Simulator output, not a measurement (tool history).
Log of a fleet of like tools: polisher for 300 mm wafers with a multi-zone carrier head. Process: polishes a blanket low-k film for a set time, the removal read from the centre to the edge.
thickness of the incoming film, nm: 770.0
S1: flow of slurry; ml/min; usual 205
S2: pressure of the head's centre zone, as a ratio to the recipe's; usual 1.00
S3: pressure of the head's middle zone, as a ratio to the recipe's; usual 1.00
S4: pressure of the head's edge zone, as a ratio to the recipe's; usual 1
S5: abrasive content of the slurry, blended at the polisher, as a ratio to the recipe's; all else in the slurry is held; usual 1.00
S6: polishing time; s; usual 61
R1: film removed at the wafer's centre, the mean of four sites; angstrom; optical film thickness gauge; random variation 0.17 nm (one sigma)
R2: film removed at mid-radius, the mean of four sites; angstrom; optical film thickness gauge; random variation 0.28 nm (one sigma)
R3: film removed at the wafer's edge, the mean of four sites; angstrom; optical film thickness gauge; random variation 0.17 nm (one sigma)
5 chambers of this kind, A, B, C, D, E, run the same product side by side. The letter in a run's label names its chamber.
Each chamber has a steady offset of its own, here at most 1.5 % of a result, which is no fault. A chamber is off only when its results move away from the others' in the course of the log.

{"run": "1C", "hour": 4.2, "S1": 205, "S2": 1.0, "S3": 1.0, "S4": 1, "S5": 1.0, "S6": 61, "R1": 202.83, "R2": 205.66, "R3": 208.54}
{"hour": 8.1, "done": "chamber E: worn pad replaced by a new one"}
{"run": "2A", "hour": 12.0, "S1": 205, "S2": 1.0, "S3": 1.0, "S4": 1, "S5": 1.0, "S6": 61, "R1": 208.27, "R2": 207.41, "R3": 206.39}
{"hour": 16.2, "done": "chamber A: worn pad replaced by a new one"}
{"run": "3D", "hour": 16.6, "S1": 205, "S2": 1.0, "S3": 1.0, "S4": 1, "S5": 1.0, "S6": 61, "R1": 207.35, "R2": 207.01, "R3": 204.24}
{"run": "4B", "hour": 21.9, "S1": 205, "S2": 1.0, "S3": 1.0, "S4": 1, "S5": 1.0, "S6": 61, "R1": 205.94, "R2": 204.99, "R3": 206.6}
{"hour": 23.8, "done": "chamber B: worn pad replaced by a new one"}
{"run": "5E", "hour": 31.1, "S1": 205, "S2": 1.0, "S3": 1.0, "S4": 1, "S5": 1.0, "S6": 61, "R1": 208.65, "R2": 205.58, "R3": 204.37}
{"hour": 32.8, "done": "chamber C: worn pad replaced by a new one"}
{"run": "6A", "hour": 36.5, "S1": 205, "S2": 1.0, "S3": 1.0, "S4": 1, "S5": 1.0, "S6": 61, "R1": 208.57, "R2": 209.29, "R3": 204.08}
{"hour": 44.7, "done": "chamber D: worn pad replaced by a new one"}
{"run": "7D", "hour": 45.5, "S1": 205, "S2": 1.0, "S3": 1.0, "S4": 1, "S5": 1.0, "S6": 61, "R1": 207.33, "R2": 204.23, "R3": 206.44}
{"run": "8B", "hour": 51.1, "S1": 205, "S2": 1.0, "S3": 1.0, "S4": 1, "S5": 1.0, "S6": 61, "R1": 207.31, "R2": 208.28, "R3": 209.45}
{"run": "9E", "hour": 58.6, "S1": 205, "S2": 1.0, "S3": 1.0, "S4": 1, "S5": 1.0, "S6": 61, "R1": 201.56, "R2": 203.44, "R3": 207.72}
{"run": "10C", "hour": 62.8, "S1": 135, "S2": 1.0, "S3": 1.0, "S4": 1, "S5": 0.8, "S6": 61, "R1": 165.52, "R2": 171.86, "R3": 176.12}
{"run": "11B", "hour": 68.6, "S1": 135, "S2": 1.0, "S3": 1.0, "S4": 1, "S5": 0.8, "S6": 61, "R1": 169.51, "R2": 171.42, "R3": 174.65}
{"hour": 69.8, "done": "chamber B: worn pad replaced by a new one"}
{"run": "12E", "hour": 73.6, "S1": 135, "S2": 1.0, "S3": 1.0, "S4": 1, "S5": 0.8, "S6": 61, "R1": 170.41, "R2": 171.27, "R3": 172.54}
{"hour": 74.5, "done": "chamber E: worn pad replaced by a new one"}
{"run": "13A", "hour": 79.4, "S1": 135, "S2": 1.0, "S3": 1.0, "S4": 1, "S5": 0.8, "S6": 61, "R1": 169.91, "R2": 171.26, "R3": 174.01}
{"hour": 80.6, "done": "chamber A: edge zone pressure recalibrated"}
{"run": "14C", "hour": 85.6, "S1": 135, "S2": 1.0, "S3": 1.0, "S4": 1, "S5": 0.8, "S6": 61, "R1": 165.99, "R2": 172.89, "R3": 175.91}
{"run": "15D", "hour": 94.7, "S1": 205, "S2": 1.0, "S3": 1.0, "S4": 1, "S5": 1.0, "S6": 61, "R1": 207.65, "R2": 202.67, "R3": 206.91}
{"run": "16D", "hour": 99.6, "S1": 205, "S2": 1.0, "S3": 1.0, "S4": 1, "S5": 1.0, "S6": 61, "R1": 207.42, "R2": 209.4, "R3": 204.08}
{"hour": 100.0, "done": "chamber C: worn pad replaced by a new one"}
{"hour": 101.5, "done": "chamber A: worn pad replaced by a new one"}
{"hour": 105.5, "done": "chamber D: worn pad replaced by a new one"}
{"run": "17B", "hour": 108.7, "S1": 205, "S2": 1.0, "S3": 1.0, "S4": 1, "S5": 1.0, "S6": 61, "R1": 206.0, "R2": 206.19, "R3": 203.86}
{"run": "18E", "hour": 113.9, "S1": 205, "S2": 1.0, "S3": 1.0, "S4": 1, "S5": 1.0, "S6": 61, "R1": 204.84, "R2": 210.02, "R3": 203.63}
{"run": "19C", "hour": 118.7, "S1": 205, "S2": 1.0, "S3": 1.0, "S4": 1, "S5": 1.0, "S6": 61, "R1": 205.89, "R2": 206.03, "R3": 208.81}
{"hour": 120.8, "done": "chamber E: edge zone pressure recalibrated"}
{"hour": 127.5, "done": "chamber B: worn pad replaced by a new one"}
{"run": "20A", "hour": 127.9, "S1": 205, "S2": 1.0, "S3": 1.0, "S4": 1, "S5": 1.0, "S6": 61, "R1": 206.07, "R2": 209.55, "R3": 206.23}
{"hour": 135.4, "done": "chamber B: centre zone pressure recalibrated"}
{"hour": 135.8, "done": "chamber E: worn pad replaced by a new one"}
{"run": "21C", "hour": 136.2, "S1": 205, "S2": 1.0, "S3": 1.0, "S4": 1, "S5": 1.0, "S6": 61, "R1": 201.54, "R2": 204.75, "R3": 210.56}
{"run": "22B", "hour": 140.8, "S1": 205, "S2": 1.0, "S3": 1.0, "S4": 1, "S5": 1.0, "S6": 61, "R1": 232.52, "R2": 207.7, "R3": 205.52}
{"run": "23A", "hour": 146.4, "S1": 205, "S2": 1.0, "S3": 1.0, "S4": 1, "S5": 1.0, "S6": 61, "R1": 203.91, "R2": 209.89, "R3": 204.03}
{"run": "24D", "hour": 151.6, "S1": 205, "S2": 1.0, "S3": 1.0, "S4": 1, "S5": 1.0, "S6": 61, "R1": 206.98, "R2": 201.53, "R3": 206.74}
{"run": "25E", "hour": 158.6, "S1": 205, "S2": 1.0, "S3": 1.0, "S4": 1, "S5": 1.0, "S6": 61, "R1": 207.62, "R2": 209.26, "R3": 204.46}
{"hour": 159.5, "done": "chamber D: worn pad replaced by a new one"}
{"run": "26B", "hour": 165.6, "S1": 205, "S2": 1.0, "S3": 1.0, "S4": 1, "S5": 1.0, "S6": 61, "R1": 224.17, "R2": 205.6, "R3": 206.0}
{"run": "27E", "hour": 170.1, "S1": 255, "S2": 1.11, "S3": 1.0, "S4": 1, "S5": 1.0, "S6": 61, "R1": 240.7, "R2": 213.42, "R3": 209.41}
{"hour": 171.2, "done": "chamber E: centre zone pressure recalibrated"}
{"hour": 173.9, "done": "chamber E: slurry nozzle cleaned"}
{"hour": 175.0, "done": "chamber C: worn pad replaced by a new one"}
{"run": "28D", "hour": 177.8, "S1": 255, "S2": 1.11, "S3": 1.0, "S4": 1, "S5": 1.0, "S6": 61, "R1": 238.71, "R2": 208.55, "R3": 211.08}
{"hour": 178.1, "done": "chamber A: slurry nozzle cleaned"}
{"hour": 182.3, "done": "chamber A: worn pad replaced by a new one"}
{"run": "29C", "hour": 185.1, "S1": 255, "S2": 1.11, "S3": 1.0, "S4": 1, "S5": 1.0, "S6": 61, "R1": 236.83, "R2": 212.28, "R3": 211.01}
{"hour": 187.6, "done": "chamber B: worn pad replaced by a new one"}
{"run": "30A", "hour": 189.9, "S1": 255, "S2": 1.11, "S3": 1.0, "S4": 1, "S5": 1.0, "S6": 61, "R1": 235.58, "R2": 214.72, "R3": 210.17}
{"hour": 191.3, "done": "chamber E: worn pad replaced by a new one"}
{"run": "31A", "hour": 198.8, "S1": 255, "S2": 1.11, "S3": 1.0, "S4": 1, "S5": 1.0, "S6": 61, "R1": 238.7, "R2": 212.22, "R3": 208.54}
{"hour": 200.6, "done": "chamber D: edge zone pressure recalibrated"}
{"run": "32C", "hour": 204.0, "S1": 205, "S2": 1.0, "S3": 1.0, "S4": 1, "S5": 1.0, "S6": 61, "R1": 204.06, "R2": 208.57, "R3": 207.93}
{"run": "33D", "hour": 208.2, "S1": 205, "S2": 1.0, "S3": 1.0, "S4": 1, "S5": 0.75, "S6": 61, "R1": 178.44, "R2": 175.85, "R3": 182.04}
{"run": "34E", "hour": 215.9, "S1": 205, "S2": 1.0, "S3": 1.0, "S4": 1, "S5": 0.75, "S6": 61, "R1": 177.14, "R2": 179.99, "R3": 176.06}
{"run": "35B", "hour": 223.7, "S1": 205, "S2": 1.0, "S3": 1.0, "S4": 1, "S5": 0.75, "S6": 61, "R1": 198.47, "R2": 174.47, "R3": 179.3}
{"run": "36E", "hour": 230.2, "S1": 205, "S2": 1.0, "S3": 1.0, "S4": 1, "S5": 0.75, "S6": 61, "R1": 177.46, "R2": 180.97, "R3": 178.21}
{"run": "37B", "hour": 239.2, "S1": 205, "S2": 1.0, "S3": 1.0, "S4": 1, "S5": 0.75, "S6": 61, "R1": 196.67, "R2": 175.68, "R3": 180.84}

What goes on in this fleet: one chamber off, a drifting gauge, or nothing beyond the chambers' own small offsets? Name the chamber and the cause, if any.

A service left chamber B off against the others.
Cause: centre zone's pressure above its setpoint, % = 9.75.

Here are 4 candidates for chamber B's next run, each the usual settings with a change, their results left as question marks. Which one brings its results back in line with what the others give on the usual settings?
In line means no further than this from the other chambers' mean on the usual settings: R1 6.00 angstrom; R2 9.70 angstrom; R3 5.90 angstrom
{"run": "38B-1", "hour": 245.8, "S1": 195, "S2": 0.84, "S3": 1.06, "S4": 1.04, "S5": 1.0, "S6": 59, "R1": "?", "R2": "?", "R3": "?"}
{"run": "38B-2", "hour": 245.8, "S1": 210, "S2": 1.08, "S3": 0.97, "S4": 0.98, "S5": 1.0, "S6": 62, "R1": "?", "R2": "?", "R3": "?"}
{"run": "38B-3", "hour": 245.8, "S1": 200, "S2": 0.92, "S3": 1.03, "S4": 1.02, "S5": 1.0, "S6": 60, "R1": "?", "R2": "?", "R3": "?"}
{"run": "38B-4", "hour": 245.8, "S1": 220, "S2": 1.17, "S3": 0.94, "S4": 0.94, "S5": 1.0, "S6": 64, "R1": "?", "R2": "?", "R3": "?"}

The other chambers' mean on the usual settings: R1 205.31 angstrom; R2 206.98 angstrom; R3 205.85 angstrom
run=38B-1 R1=181.97 R2=205.87 R3=204.07
run=38B-2 R1=254.40 R2=201.31 R3=209.90
run=38B-3 R1=205.32 R2=204.58 R3=206.11
run=38B-4 R1=288.21 R2=203.14 R3=213.26
38B-3 brings the chamber back in line.

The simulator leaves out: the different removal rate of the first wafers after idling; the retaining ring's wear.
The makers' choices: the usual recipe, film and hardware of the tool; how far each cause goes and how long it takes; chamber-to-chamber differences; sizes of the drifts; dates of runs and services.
